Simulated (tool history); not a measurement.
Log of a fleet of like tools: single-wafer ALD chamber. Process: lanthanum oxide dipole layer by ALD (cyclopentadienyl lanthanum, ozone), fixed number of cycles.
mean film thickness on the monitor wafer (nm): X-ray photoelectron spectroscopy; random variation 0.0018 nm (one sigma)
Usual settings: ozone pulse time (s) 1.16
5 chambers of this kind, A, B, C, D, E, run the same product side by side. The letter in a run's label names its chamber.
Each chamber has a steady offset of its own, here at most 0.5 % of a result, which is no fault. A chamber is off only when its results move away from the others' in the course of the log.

run   hour  ozone pulse time (s)  read-back reference wafer on the same gauge, thickness_nm  mean film thickness on the monitor wafer (nm)
 1A    2.8                  1.16                                                    0.45395                                        0.51765
 2E    7.9                  1.16                                                    0.45384                                        0.52242
       8.6  -- chamber A: ozone generator serviced
       8.9  -- chamber B: thermocouple changed; heater temperature recalibrated
 3D   10.3                  1.16                                                    0.45398                                        0.51956
 4C   14.3                  1.16                                                    0.45394                                        0.52105
 5B   18.7                  1.16                                                    0.45426                                        0.52389
 6C   22.8                  1.16                                                    0.45362                                        0.52561
 7E   28.1                  1.16                                                    0.45409                                        0.51874
 8A   30.7                  1.16                                                    0.45402                                        0.52100
 9D   35.9                  1.16                                                    0.45394                                        0.51947
10B   40.6                  1.47                                                    0.45390                                        0.54240
11A   43.9                  1.47                                                    0.45416                                        0.55135
12D   48.1                  1.47                                                    0.45441                                        0.54828
13C   50.7                  1.47                                                    0.45358                                        0.54947
14B   54.5                  1.47                                                    0.45388                                        0.54676
15E   57.2                  1.16                                                    0.45392                                        0.52236
16C   62.4                  1.16                                                    0.45389                                        0.52728
17A   67.0                  1.16                                                    0.45404                                        0.51926
18E   69.9                  1.16                                                    0.45396                                        0.52237
      71.5  -- chamber E: thermocouple changed; heater temperature recalibrated
19B   75.4                  1.16                                                    0.45383                                        0.51982
20D   80.2                  1.16                                                    0.45388                                        0.51168
21A   83.7                  1.16                                                    0.45387                                        0.51864
22C   89.0                  1.16                                                    0.45388                                        0.52298
23D   92.7                  1.16                                                    0.45384                                        0.50808
24B   97.4                  0.82                                                    0.45397                                        0.46517
25E  100.7                  0.82                                                    0.45432                                        0.46667
26E  105.6                  0.82                                                    0.45424                                        0.46690
27C  109.0                  0.82                                                    0.45416                                        0.46507
28D  111.8                  0.82                                                    0.45432                                        0.44486
29B  116.0                  1.16                                                    0.45391                                        0.52184
30A  119.7                  0.90                                                    0.45397                                        0.48019
31A  122.4                  0.90                                                    0.45426                                        0.48452
32E  127.3                  0.90                                                    0.45386                                        0.48025
33B  130.6                  0.90                                                    0.45389                                        0.47960
34C  133.1                  0.90                                                    0.45414                                        0.48534

All 5 chambers run these settings next. Forecast each chamber's results:
35A  137.2                  1.16                                                                                                         ?
35B  137.2                  1.16                                                                                                         ?
35C  137.2                  1.16                                                                                                         ?
35D  137.2                  1.16                                                                                                         ?
35E  137.2                  1.16                                                                                                         ?

run  mean film thickness on the monitor wafer (nm)
35A                                        0.52116
35B                                        0.52096
35C                                        0.52439
35D                                        0.49534
35E                                        0.52215

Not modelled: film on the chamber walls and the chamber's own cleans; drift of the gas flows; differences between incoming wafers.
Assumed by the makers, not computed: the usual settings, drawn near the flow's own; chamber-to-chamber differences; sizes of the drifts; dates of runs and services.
